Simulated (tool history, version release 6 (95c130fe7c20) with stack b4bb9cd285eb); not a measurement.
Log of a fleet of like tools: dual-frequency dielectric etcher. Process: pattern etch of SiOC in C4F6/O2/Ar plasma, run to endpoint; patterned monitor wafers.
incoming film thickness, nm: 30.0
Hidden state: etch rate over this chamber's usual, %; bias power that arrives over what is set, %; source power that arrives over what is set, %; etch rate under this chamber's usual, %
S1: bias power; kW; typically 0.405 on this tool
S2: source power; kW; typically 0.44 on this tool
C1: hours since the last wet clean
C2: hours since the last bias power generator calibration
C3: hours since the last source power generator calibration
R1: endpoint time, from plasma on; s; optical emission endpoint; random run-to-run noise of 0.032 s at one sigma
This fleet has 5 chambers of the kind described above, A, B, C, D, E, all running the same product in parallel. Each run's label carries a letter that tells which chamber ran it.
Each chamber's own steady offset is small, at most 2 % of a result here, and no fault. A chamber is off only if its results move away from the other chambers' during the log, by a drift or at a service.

{"run": "1C", "hour": 5.3, "S1": 0.405, "S2": 0.44, "C1": 266.6, "C2": 2100.8, "C3": 1623.2, "R1": 10.71}
{"run": "2D", "hour": 13.6, "S1": 0.405, "S2": 0.44, "C1": 342.4, "C2": 37.2, "C3": 1529.5, "R1": 10.571}
{"run": "3B", "hour": 23.1, "S1": 0.405, "S2": 0.44, "C1": 278.7, "C2": 2972.7, "C3": 1543.8, "R1": 10.611}
{"run": "4E", "hour": 32.3, "S1": 0.405, "S2": 0.44, "C1": 138.5, "C2": 1355.3, "C3": 3438.4, "R1": 10.518}
{"hour": 37.6, "done": "chamber D: wet clean of the chamber"}
{"run": "5A", "hour": 38.1, "S1": 0.405, "S2": 0.44, "C1": 386.6, "C2": 2148.1, "C3": 2213.7, "R1": 10.427}
{"run": "6C", "hour": 48.5, "S1": 0.405, "S2": 0.44, "C1": 309.8, "C2": 2144, "C3": 1666.4, "R1": 10.703}
{"run": "7B", "hour": 55.0, "S1": 0.405, "S2": 0.44, "C1": 310.6, "C2": 3004.6, "C3": 1575.7, "R1": 10.62}
{"run": "8E", "hour": 64.9, "S1": 0.405, "S2": 0.44, "C1": 171.1, "C2": 1387.9, "C3": 3471, "R1": 10.558}
{"run": "9A", "hour": 71.3, "S1": 0.405, "S2": 0.44, "C1": 419.8, "C2": 2181.3, "C3": 2246.9, "R1": 10.491}
{"run": "10D", "hour": 77.5, "S1": 0.405, "S2": 0.44, "C1": 40, "C2": 101.1, "C3": 1593.4, "R1": 10.576}
{"run": "11D", "hour": 86.7, "S1": 0.405, "S2": 0.34, "C1": 49.2, "C2": 110.3, "C3": 1602.6, "R1": 11.594}
{"run": "12C", "hour": 96.2, "S1": 0.405, "S2": 0.34, "C1": 357.5, "C2": 2191.7, "C3": 1714.1, "R1": 11.818}
{"run": "13E", "hour": 103.9, "S1": 0.405, "S2": 0.34, "C1": 210.1, "C2": 1426.9, "C3": 3510, "R1": 11.576}
{"run": "14A", "hour": 113.1, "S1": 0.405, "S2": 0.34, "C1": 461.6, "C2": 2223.1, "C3": 2288.7, "R1": 11.557}
{"run": "15B", "hour": 121.7, "S1": 0.405, "S2": 0.34, "C1": 377.3, "C2": 3071.3, "C3": 1642.4, "R1": 11.68}
{"run": "16E", "hour": 132.5, "S1": 0.405, "S2": 0.55, "C1": 238.7, "C2": 1455.5, "C3": 3538.6, "R1": 9.7145}
{"run": "17D", "hour": 138.6, "S1": 0.405, "S2": 0.55, "C1": 101.1, "C2": 162.2, "C3": 1654.5, "R1": 9.6995}
{"run": "18A", "hour": 148.2, "S1": 0.405, "S2": 0.55, "C1": 496.7, "C2": 2258.2, "C3": 2323.8, "R1": 9.6196}
{"run": "19C", "hour": 155.3, "S1": 0.405, "S2": 0.55, "C1": 416.6, "C2": 2250.8, "C3": 1773.2, "R1": 9.8014}
{"run": "20B", "hour": 165.6, "S1": 0.405, "S2": 0.55, "C1": 421.2, "C2": 3115.2, "C3": 1686.3, "R1": 9.7954}
{"run": "21E", "hour": 172.1, "S1": 0.405, "S2": 0.44, "C1": 278.3, "C2": 1495.1, "C3": 3578.2, "R1": 10.536}
{"hour": 172.6, "done": "chamber B: wet clean of the chamber"}
{"hour": 173.1, "done": "chamber A: wet clean of the chamber"}
{"run": "22A", "hour": 181.7, "S1": 0.405, "S2": 0.44, "C1": 8.6, "C2": 2291.7, "C3": 2357.3, "R1": 10.538}
{"run": "23B", "hour": 190.4, "S1": 0.405, "S2": 0.44, "C1": 17.8, "C2": 3140, "C3": 1711.1, "R1": 10.656}
{"run": "24C", "hour": 196.1, "S1": 0.405, "S2": 0.44, "C1": 457.4, "C2": 2291.6, "C3": 1814, "R1": 10.704}
{"run": "25D", "hour": 204.3, "S1": 0.405, "S2": 0.44, "C1": 166.8, "C2": 227.9, "C3": 1720.2, "R1": 10.549}
{"run": "26C", "hour": 210.1, "S1": 0.405, "S2": 0.44, "C1": 471.4, "C2": 2305.6, "C3": 1828, "R1": 10.744}
{"run": "27D", "hour": 216.3, "S1": 0.405, "S2": 0.44, "C1": 178.8, "C2": 239.9, "C3": 1732.2, "R1": 10.566}
{"run": "28E", "hour": 224.9, "S1": 0.405, "S2": 0.44, "C1": 331.1, "C2": 1547.9, "C3": 3631, "R1": 10.617}
{"run": "29B", "hour": 232.3, "S1": 0.405, "S2": 0.44, "C1": 59.7, "C2": 3181.9, "C3": 1753, "R1": 10.611}
{"run": "30A", "hour": 238.9, "S1": 0.405, "S2": 0.44, "C1": 65.8, "C2": 2348.9, "C3": 2414.5, "R1": 10.402}
{"hour": 243.5, "done": "chamber A: source power generator calibrated"}
{"run": "31A", "hour": 245.1, "S1": 0.405, "S2": 0.44, "C1": 72, "C2": 2355.1, "C3": 1.6, "R1": 10.449}
{"run": "32D", "hour": 256.3, "S1": 0.495, "S2": 0.44, "C1": 218.8, "C2": 279.9, "C3": 1772.2, "R1": 9.8325}
{"run": "33C", "hour": 264.9, "S1": 0.495, "S2": 0.44, "C1": 526.2, "C2": 2360.4, "C3": 1882.8, "R1": 9.9157}
{"run": "34E", "hour": 271.6, "S1": 0.495, "S2": 0.44, "C1": 377.8, "C2": 1594.6, "C3": 3677.7, "R1": 9.8675}
{"run": "35B", "hour": 279.9, "S1": 0.495, "S2": 0.44, "C1": 107.3, "C2": 3229.5, "C3": 1800.6, "R1": 9.8922}
{"run": "36E", "hour": 285.6, "S1": 0.495, "S2": 0.44, "C1": 391.8, "C2": 1608.6, "C3": 3691.7, "R1": 9.8647}
{"run": "37B", "hour": 296.1, "S1": 0.405, "S2": 0.44, "C1": 123.5, "C2": 3245.7, "C3": 1816.8, "R1": 10.661}
{"run": "38C", "hour": 301.9, "S1": 0.405, "S2": 0.44, "C1": 563.2, "C2": 2397.4, "C3": 1919.8, "R1": 10.696}
{"run": "39D", "hour": 312.8, "S1": 0.405, "S2": 0.44, "C1": 275.3, "C2": 336.4, "C3": 1828.7, "R1": 10.582}
{"run": "40A", "hour": 321.0, "S1": 0.405, "S2": 0.44, "C1": 147.9, "C2": 2431, "C3": 77.5, "R1": 10.468}
{"run": "41D", "hour": 326.8, "S1": 0.405, "S2": 0.44, "C1": 289.3, "C2": 350.4, "C3": 1842.7, "R1": 10.552}
{"run": "42C", "hour": 333.6, "S1": 0.405, "S2": 0.44, "C1": 594.9, "C2": 2429.1, "C3": 1951.5, "R1": 10.674}

Next, every chamber runs the same settings. What will each give?
{"run": "43A", "hour": 341.7, "S1": 0.337, "S2": 0.44, "R1": "?"}
{"run": "43B", "hour": 341.7, "S1": 0.337, "S2": 0.44, "R1": "?"}
{"run": "43C", "hour": 341.7, "S1": 0.337, "S2": 0.44, "R1": "?"}
{"run": "43D", "hour": 341.7, "S1": 0.337, "S2": 0.44, "R1": "?"}
{"run": "43E", "hour": 341.7, "S1": 0.337, "S2": 0.44, "R1": "?"}

run=43A R1=11.172
run=43B R1=11.328
run=43C R1=11.451
run=43D R1=11.254
run=43E R1=11.303

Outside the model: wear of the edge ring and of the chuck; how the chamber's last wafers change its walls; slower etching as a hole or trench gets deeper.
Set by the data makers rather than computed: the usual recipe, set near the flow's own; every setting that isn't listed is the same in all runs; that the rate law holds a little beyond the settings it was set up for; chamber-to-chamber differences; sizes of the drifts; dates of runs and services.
